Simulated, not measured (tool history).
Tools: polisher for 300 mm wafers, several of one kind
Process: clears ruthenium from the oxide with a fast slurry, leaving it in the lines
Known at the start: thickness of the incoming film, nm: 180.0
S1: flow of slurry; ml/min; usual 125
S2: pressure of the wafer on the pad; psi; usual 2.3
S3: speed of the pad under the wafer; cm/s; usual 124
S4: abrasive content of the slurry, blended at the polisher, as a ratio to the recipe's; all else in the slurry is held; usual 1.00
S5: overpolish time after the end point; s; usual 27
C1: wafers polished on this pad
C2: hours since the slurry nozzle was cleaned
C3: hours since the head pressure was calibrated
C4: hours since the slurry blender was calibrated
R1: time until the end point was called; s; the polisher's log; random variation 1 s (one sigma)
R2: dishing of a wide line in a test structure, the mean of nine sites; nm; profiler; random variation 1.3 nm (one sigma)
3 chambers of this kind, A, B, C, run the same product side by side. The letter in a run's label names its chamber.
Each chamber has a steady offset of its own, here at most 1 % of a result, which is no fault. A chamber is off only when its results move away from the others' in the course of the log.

{"hour": 3.1, "done": "chamber B: slurry blender recalibrated"}
{"run": "1B", "hour": 8.8, "S1": 125, "S2": 2.3, "S3": 124, "S4": 1.0, "S5": 27, "C1": 1226, "C2": 422.2, "C3": 810.2, "C4": 5.8, "R1": 50.472, "R2": 75.465}
{"run": "2A", "hour": 14.8, "S1": 125, "S2": 2.3, "S3": 124, "S4": 1.0, "S5": 27, "C1": 353, "C2": 329.3, "C3": 162.8, "C4": 208.9, "R1": 50.239, "R2": 72.473}
{"run": "3C", "hour": 21.4, "S1": 125, "S2": 2.3, "S3": 124, "S4": 1.0, "S5": 27, "C1": 764, "C2": 297.3, "C3": 509.6, "C4": 85.9, "R1": 49.879, "R2": 75.769}
{"hour": 23.8, "done": "chamber B: worn pad replaced by a new one"}
{"run": "4B", "hour": 26.8, "S1": 125, "S2": 2.3, "S3": 124, "S4": 1.0, "S5": 27, "C1": 26, "C2": 440.2, "C3": 828.2, "C4": 23.8, "R1": 51.441, "R2": 72.75}
{"run": "5A", "hour": 35.9, "S1": 125, "S2": 2.3, "S3": 124, "S4": 1.0, "S5": 27, "C1": 534, "C2": 350.4, "C3": 183.9, "C4": 230.0, "R1": 49.809, "R2": 75.368}
{"run": "6C", "hour": 46.2, "S1": 125, "S2": 2.3, "S3": 124, "S4": 1.0, "S5": 27, "C1": 978, "C2": 322.1, "C3": 534.4, "C4": 110.7, "R1": 51.426, "R2": 74.213}
{"hour": 47.8, "done": "chamber A: worn pad replaced by a new one"}
{"run": "7B", "hour": 51.4, "S1": 110, "S2": 2.3, "S3": 90, "S4": 1.0, "S5": 27, "C1": 238, "C2": 464.8, "C3": 852.8, "C4": 48.4, "R1": 69.838, "R2": 55.74}
{"hour": 57.8, "done": "chamber A: slurry blender recalibrated"}
{"run": "8A", "hour": 58.2, "S1": 110, "S2": 2.3, "S3": 90, "S4": 1.0, "S5": 27, "C1": 89, "C2": 372.7, "C3": 206.2, "C4": 0.4, "R1": 69.464, "R2": 57.314}
{"run": "9C", "hour": 69.2, "S1": 110, "S2": 2.3, "S3": 90, "S4": 1.0, "S5": 27, "C1": 1176, "C2": 345.1, "C3": 557.4, "C4": 133.7, "R1": 74.548, "R2": 53.92}
{"run": "10A", "hour": 80.5, "S1": 125, "S2": 2.3, "S3": 124, "S4": 1.0, "S5": 27, "C1": 281, "C2": 395.0, "C3": 228.5, "C4": 22.7, "R1": 51.007, "R2": 74.006}
{"hour": 89.4, "done": "chamber C: worn pad replaced by a new one"}
{"run": "11C", "hour": 90.6, "S1": 160, "S2": 2.3, "S3": 110, "S4": 1.0, "S5": 27, "C1": 11, "C2": 366.5, "C3": 578.8, "C4": 155.1, "R1": 53.697, "R2": 69.257}
{"hour": 98.0, "done": "chamber C: slurry nozzle cleaned"}
{"run": "12B", "hour": 98.3, "S1": 160, "S2": 2.3, "S3": 110, "S4": 1.0, "S5": 27, "C1": 642, "C2": 511.7, "C3": 899.7, "C4": 95.3, "R1": 55.161, "R2": 69.137}
{"hour": 105.8, "done": "chamber B: slurry blender recalibrated"}
{"run": "13B", "hour": 108.2, "S1": 160, "S2": 2.3, "S3": 110, "S4": 1.0, "S5": 27, "C1": 727, "C2": 521.6, "C3": 909.6, "C4": 2.4, "R1": 55.268, "R2": 69.579}
{"hour": 112.7, "done": "chamber B: head pressure recalibrated"}
{"run": "14A", "hour": 116.7, "S1": 125, "S2": 2.3, "S3": 124, "S4": 1.0, "S5": 27, "C1": 593, "C2": 431.2, "C3": 264.7, "C4": 58.9, "R1": 51.964, "R2": 75.865}
{"run": "15C", "hour": 125.5, "S1": 125, "S2": 2.3, "S3": 124, "S4": 0.7, "S5": 27, "C1": 311, "C2": 27.5, "C3": 613.7, "C4": 190.0, "R1": 60.85, "R2": 63.906}
{"run": "16C", "hour": 133.4, "S1": 125, "S2": 2.3, "S3": 124, "S4": 0.7, "S5": 27, "C1": 379, "C2": 35.4, "C3": 621.6, "C4": 197.9, "R1": 62.474, "R2": 65.782}
{"hour": 137.6, "done": "chamber A: worn pad replaced by a new one"}
{"run": "17A", "hour": 142.8, "S1": 125, "S2": 2.3, "S3": 124, "S4": 0.7, "S5": 27, "C1": 44, "C2": 457.3, "C3": 290.8, "C4": 85.0, "R1": 60.552, "R2": 64.784}
{"run": "18B", "hour": 150.4, "S1": 125, "S2": 2.3, "S3": 124, "S4": 0.85, "S5": 27, "C1": 1090, "C2": 563.8, "C3": 37.7, "C4": 44.6, "R1": 57.422, "R2": 67.636}
{"run": "19A", "hour": 161.6, "S1": 125, "S2": 2.3, "S3": 124, "S4": 0.85, "S5": 27, "C1": 206, "C2": 476.1, "C3": 309.6, "C4": 103.8, "R1": 54.766, "R2": 70.609}
{"hour": 167.6, "done": "chamber B: worn pad replaced by a new one"}
{"run": "20B", "hour": 171.3, "S1": 125, "S2": 2.3, "S3": 124, "S4": 0.85, "S5": 27, "C1": 32, "C2": 584.7, "C3": 58.6, "C4": 65.5, "R1": 54.953, "R2": 66.482}
{"run": "21C", "hour": 178.8, "S1": 125, "S2": 2.3, "S3": 124, "S4": 1.0, "S5": 27, "C1": 770, "C2": 80.8, "C3": 667.0, "C4": 243.3, "R1": 51.852, "R2": 73.995}
{"run": "22C", "hour": 188.6, "S1": 125, "S2": 2.3, "S3": 124, "S4": 1.0, "S5": 27, "C1": 854, "C2": 90.6, "C3": 676.8, "C4": 253.1, "R1": 50.275, "R2": 74.485}
{"run": "23A", "hour": 196.6, "S1": 125, "S2": 2.3, "S3": 124, "S4": 1.0, "S5": 27, "C1": 507, "C2": 511.1, "C3": 344.6, "C4": 138.8, "R1": 50.755, "R2": 75.351}
{"run": "24B", "hour": 204.6, "S1": 125, "S2": 2.3, "S3": 106, "S4": 1.0, "S5": 36, "C1": 318, "C2": 618.0, "C3": 91.9, "C4": 98.8, "R1": 61.753, "R2": 80.087}
{"hour": 211.4, "done": "chamber B: slurry blender recalibrated"}
{"run": "25B", "hour": 215.1, "S1": 125, "S2": 2.3, "S3": 106, "S4": 1.0, "S5": 36, "C1": 409, "C2": 628.5, "C3": 102.4, "C4": 3.7, "R1": 63.655, "R2": 78.142}
{"run": "26C", "hour": 222.5, "S1": 125, "S2": 2.3, "S3": 106, "S4": 1.0, "S5": 36, "C1": 1146, "C2": 124.5, "C3": 710.7, "C4": 287.0, "R1": 59.12, "R2": 84.752}
{"hour": 226.7, "done": "chamber A: worn pad replaced by a new one"}
{"run": "27A", "hour": 233.3, "S1": 125, "S2": 1.5, "S3": 124, "S4": 1.0, "S5": 27, "C1": 57, "C2": 547.8, "C3": 381.3, "C4": 175.5, "R1": 79.191, "R2": 51.026}
{"run": "28B", "hour": 239.1, "S1": 125, "S2": 1.5, "S3": 124, "S4": 1.0, "S5": 27, "C1": 615, "C2": 652.5, "C3": 126.4, "C4": 27.7, "R1": 83.8, "R2": 47.413}
{"run": "29C", "hour": 244.3, "S1": 125, "S2": 1.5, "S3": 124, "S4": 1.0, "S5": 27, "C1": 1334, "C2": 146.3, "C3": 732.5, "C4": 308.8, "R1": 76.537, "R2": 49.418}
{"hour": 252.0, "done": "chamber C: worn pad replaced by a new one"}
{"run": "30A", "hour": 255.7, "S1": 125, "S2": 2.3, "S3": 124, "S4": 1.0, "S5": 27, "C1": 250, "C2": 570.2, "C3": 403.7, "C4": 197.9, "R1": 50.091, "R2": 74.838}
{"run": "31C", "hour": 266.1, "S1": 125, "S2": 2.3, "S3": 124, "S4": 1.0, "S5": 27, "C1": 121, "C2": 168.1, "C3": 754.3, "C4": 330.6, "R1": 50.485, "R2": 75.702}
{"run": "32A", "hour": 274.4, "S1": 125, "S2": 2.3, "S3": 124, "S4": 1.0, "S5": 27, "C1": 411, "C2": 588.9, "C3": 422.4, "C4": 216.6, "R1": 49.627, "R2": 76.276}
{"run": "33B", "hour": 279.7, "S1": 125, "S2": 2.3, "S3": 124, "S4": 1.0, "S5": 27, "C1": 965, "C2": 693.1, "C3": 167.0, "C4": 68.3, "R1": 54.366, "R2": 67.545}
{"run": "34B", "hour": 288.2, "S1": 125, "S2": 2.3, "S3": 124, "S4": 1.0, "S5": 27, "C1": 1038, "C2": 701.6, "C3": 175.5, "C4": 76.8, "R1": 57.702, "R2": 66.999}
{"run": "35A", "hour": 299.0, "S1": 125, "S2": 2.3, "S3": 88, "S4": 0.75, "S5": 27, "C1": 622, "C2": 613.5, "C3": 447.0, "C4": 241.2, "R1": 80.025, "R2": 49.058}
{"run": "36C", "hour": 307.8, "S1": 125, "S2": 2.3, "S3": 88, "S4": 0.75, "S5": 27, "C1": 480, "C2": 209.8, "C3": 796.0, "C4": 372.3, "R1": 83.068, "R2": 48.357}

What goes on in this fleet: one chamber off, a drifting gauge, or nothing beyond the chambers' own small offsets? Name the chamber and the cause, if any.

Chamber B drifts away from the others.
Cause: slurry flow missing at the pad, % = 40.8.

Here are 4 candidates for chamber B's next run, each the usual settings with a change, their results left as question marks. Which one brings its results back in line with what the others give on the usual settings?
In line means no further than this from the other chambers' mean on the usual settings: R1 3.500 s; R2 4.500 nm
{"run": "37B-1", "hour": 316.0, "S1": 120, "S2": 2.1, "S3": 110, "S4": 0.95, "S5": 26, "R1": "?", "R2": "?"}
{"run": "37B-2", "hour": 316.0, "S1": 120, "S2": 2.2, "S3": 116, "S4": 1.0, "S5": 27, "R1": "?", "R2": "?"}
{"run": "37B-3", "hour": 316.0, "S1": 130, "S2": 2.5, "S3": 132, "S4": 1.0, "S5": 27, "R1": "?", "R2": "?"}
{"run": "37B-4", "hour": 316.0, "S1": 130, "S2": 2.5, "S3": 138, "S4": 1.05, "S5": 28, "R1": "?", "R2": "?"}

The other chambers' mean on the usual settings: R1 50.840 s; R2 74.543 nm
run=37B-1 R1=74.885 R2=50.738
run=37B-2 R1=66.098 R2=58.583
run=37B-3 R1=49.712 R2=74.779
run=37B-4 R1=46.488 R2=81.470
37B-3 brings the chamber back in line.

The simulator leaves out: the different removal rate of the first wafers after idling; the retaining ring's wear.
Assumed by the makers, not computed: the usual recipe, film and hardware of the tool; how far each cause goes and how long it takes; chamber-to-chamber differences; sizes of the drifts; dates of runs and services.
